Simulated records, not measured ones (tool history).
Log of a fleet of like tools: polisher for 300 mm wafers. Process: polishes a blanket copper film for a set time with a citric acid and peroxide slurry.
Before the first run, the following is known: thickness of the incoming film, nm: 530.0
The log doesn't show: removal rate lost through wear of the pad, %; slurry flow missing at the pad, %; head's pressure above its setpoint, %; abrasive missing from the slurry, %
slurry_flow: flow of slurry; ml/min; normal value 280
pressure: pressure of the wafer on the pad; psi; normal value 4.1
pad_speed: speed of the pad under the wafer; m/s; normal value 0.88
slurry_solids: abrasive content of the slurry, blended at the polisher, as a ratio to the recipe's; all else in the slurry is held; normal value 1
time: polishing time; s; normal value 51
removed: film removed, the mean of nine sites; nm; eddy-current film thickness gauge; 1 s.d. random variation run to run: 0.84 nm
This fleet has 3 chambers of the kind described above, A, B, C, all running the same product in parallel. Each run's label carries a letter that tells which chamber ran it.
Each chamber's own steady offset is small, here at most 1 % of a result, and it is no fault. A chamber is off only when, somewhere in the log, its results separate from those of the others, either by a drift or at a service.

run   hour  slurry_flow  pressure  pad_speed  slurry_solids  time  wafers polished on this pad  hours since the slurry nozzle was cleaned  hours since the head pressure was calibrated  hours since the slurry blender was calibrated  removed
 1A    8.2          280       4.1       0.88              1    51                          959                                      334.3                                          20.9                                           68.1   128.41
 2B     15          280       4.1       0.88              1    51                          636                                      133.1                                         488.6                                          123.4   128.62
 3C   20.8          280       4.1       0.88              1    51                          768                                      250.7                                          71.1                                           73.9   126.43
      23.9  -- chamber B: worn pad replaced by a new one
 4B   30.2          280       4.1       0.88              1    51                           77                                      148.3                                         503.8                                          138.6   127.89
      30.6  -- chamber A: worn pad replaced by a new one
        32  -- chamber C: worn pad replaced by a new one
 5A   38.3          280       4.1       0.88              1    51                           94                                      364.4                                            51                                           98.2   127.52
 6C   46.9          280       4.1       0.88              1    51                          182                                      276.8                                          97.2                                            100   125.64
        51  -- chamber B: head pressure recalibrated
 7A   52.8          280       4.1       0.88            0.9    51                          272                                      378.9                                          65.5                                          112.7   125.12
 8C   59.3          280       4.1       0.88            0.9    51                          334                                      289.2                                         109.6                                          112.4   122.58
 9B   64.4          280       4.1       0.88            0.9    51                          496                                      182.5                                          13.5                                          172.8   125.46
10A   70.3          280       4.1       0.88              1    51                          487                                      396.4                                            83                                          130.2   126.98
11B   78.4          280       4.1       0.88              1    51                          668                                      196.5                                          27.5                                          186.8   125.95
12C   86.1          280       4.1       0.88              1    51                          663                                        316                                         136.4                                          139.2   126.46
      89.6  -- chamber B: worn pad replaced by a new one
13B   91.8          280       4.1       0.88              1    51                           27                                      209.9                                          40.9                                          200.2   128.83
14C   97.8          280       4.1       0.88              1    51                          806                                      327.7                                         148.1                                          150.9   126.26
     100.9  -- chamber C: worn pad replaced by a new one
     105.5  -- chamber C: slurry nozzle cleaned
15A    107          280       4.1       0.88              1    51                          936                                      433.1                                         119.7                                          166.9   126.29
16C  113.6          280       4.1       0.88              1    51                          156                                        8.1                                         163.9                                          166.7   125.81
17A  119.1          280       4.1       0.88              1    51                         1085                                      445.2                                         131.8                                            179   127.23
     119.2  -- chamber A: worn pad replaced by a new one
     128.2  -- chamber B: slurry blender recalibrated
18B  128.8          280       4.1       0.88              1    51                          480                                      246.9                                          77.9                                            0.6   128.07
19A  133.3          280       4.1       0.88              1    51                          173                                      459.4                                           146                                          193.2   126.51
20C  138.8          280       4.1       0.88              1    51                          465                                       33.3                                         189.1                                          191.9   125.74
     146.1  -- chamber B: worn pad replaced by a new one
     146.8  -- chamber C: slurry blender recalibrated
21B  147.1          280       4.1       0.88              1    51                           12                                      265.2                                          96.2                                           18.9      128
22A  156.6          280       4.1       0.88              1    51                          458                                      482.7                                         169.3                                          216.5   124.47
23C  166.6          280       4.1       0.88              1    51                          805                                       61.1                                         216.9                                           19.9   126.29
24B    173          280       4.1       0.88              1    51                          330                                      291.1                                         122.1                                           44.8   128.38
     179.7  -- chamber C: worn pad replaced by a new one
25A  180.9          280       4.1       0.88              1    51                          756                                        507                                         193.6                                          240.8   125.56
26C  190.8          280       4.1       0.88              1    51                          136                                       85.3                                         241.1                                           44.1   126.24
27B  197.9          280       4.1       0.88              1    51                          635                                        316                                           147                                           69.7   128.38
     202.1  -- chamber B: worn pad replaced by a new one
28B  207.2          280       4.1       0.88              1    51                           63                                      325.3                                         156.3                                             79   127.69
29A  216.5          280       4.1       0.88              1    51                         1193                                      542.6                                         229.2                                          276.4   124.64
30C  222.7          205       4.1       0.88              1    51                          527                                      117.2                                           273                                             76   122.36
31A  229.5          205       4.1       0.88              1    51                         1352                                      555.6                                         242.2                                          289.4   118.81
       230  -- chamber A: worn pad replaced by a new one
32C  234.1          205       4.1       0.88              1    51                          667                                      128.6                                         284.4                                           87.4   121.32
     240.7  -- chamber C: worn pad replaced by a new one
33B  242.7          280       4.1       0.88              1    51                          498                                      360.8                                         191.8                                          114.5   127.99
34B  248.9          280       4.1       0.88              1    51                          574                                        367                                           198                                          120.7   128.83
35C  254.1          280       4.1       0.88              1    51                          165                                      148.6                                         304.4                                          107.4   125.05
36A    261          200       4.1       0.88              1    56                          380                                      587.1                                         273.7                                          320.9    130.9
     262.4  -- chamber B: worn pad replaced by a new one
37A  267.4          200       4.1       0.88              1    56                          458                                      593.5                                         280.1                                          327.3   129.98
38B  277.1          200       4.1       0.88              1    56                          180                                      395.2                                         226.2                                          148.9   136.26
39C  285.6          280       4.1       0.88              1    51                          551                                      180.1                                         335.9                                          138.9   127.37
40A  292.1          280       4.1       0.88              1    51                          761                                      618.2                                         304.8                                            352   122.58
41C    302          280       4.1       0.88              1    51                          752                                      196.5                                         352.3                                          155.3   125.33
42B  311.1          280       4.1       0.88              1    51                          597                                      429.2                                         260.2                                          182.9   128.81
     312.2  -- chamber C: worn pad replaced by a new one
     312.2  -- chamber C: slurry blender recalibrated
43C  320.5          280       4.1       0.88              1    51                          102                                        215                                         370.8                                            8.4   125.58

Has any chamber moved away from the others, gradually or after a service, or does the common gauge drift, or do the chambers differ only by their own small steady offsets? State the chamber and the most likely cause if one applies.

One chamber, A, drifts off from the rest bit by bit.
Likeliest cause: abrasive missing from the slurry, % = 22.6.
Not necessarily distinguishable in this log from: slurry flow missing at the pad, %; head's pressure below its setpoint, %.

Here are 4 candidates for chamber A's next run, each the usual settings with a change, their results left as question marks. Which one brings its results back in line with what the others give on the usual settings?
A result is in line if it is within this distance of the other chambers' mean on the usual settings: removed 2.9 nm
44A-1  327.8          280         4       0.86              1    49                                                                                                                                                                             ?
44A-2  327.8          280       4.2        0.9              1    51                                                                                                                                                                             ?
44A-3  327.8          280       4.1       0.86              1    50                                                                                                                                                                             ?
44A-4  327.8          285       4.1       0.88              1    56                                                                                                                                                                             ?

Mean of the other chambers on the usual settings: removed 126.94 nm
  run  removed
44A-1   111.02
44A-2   126.82
44A-3   116.08
44A-4   133.22
44A-2 brings the chamber back in line.

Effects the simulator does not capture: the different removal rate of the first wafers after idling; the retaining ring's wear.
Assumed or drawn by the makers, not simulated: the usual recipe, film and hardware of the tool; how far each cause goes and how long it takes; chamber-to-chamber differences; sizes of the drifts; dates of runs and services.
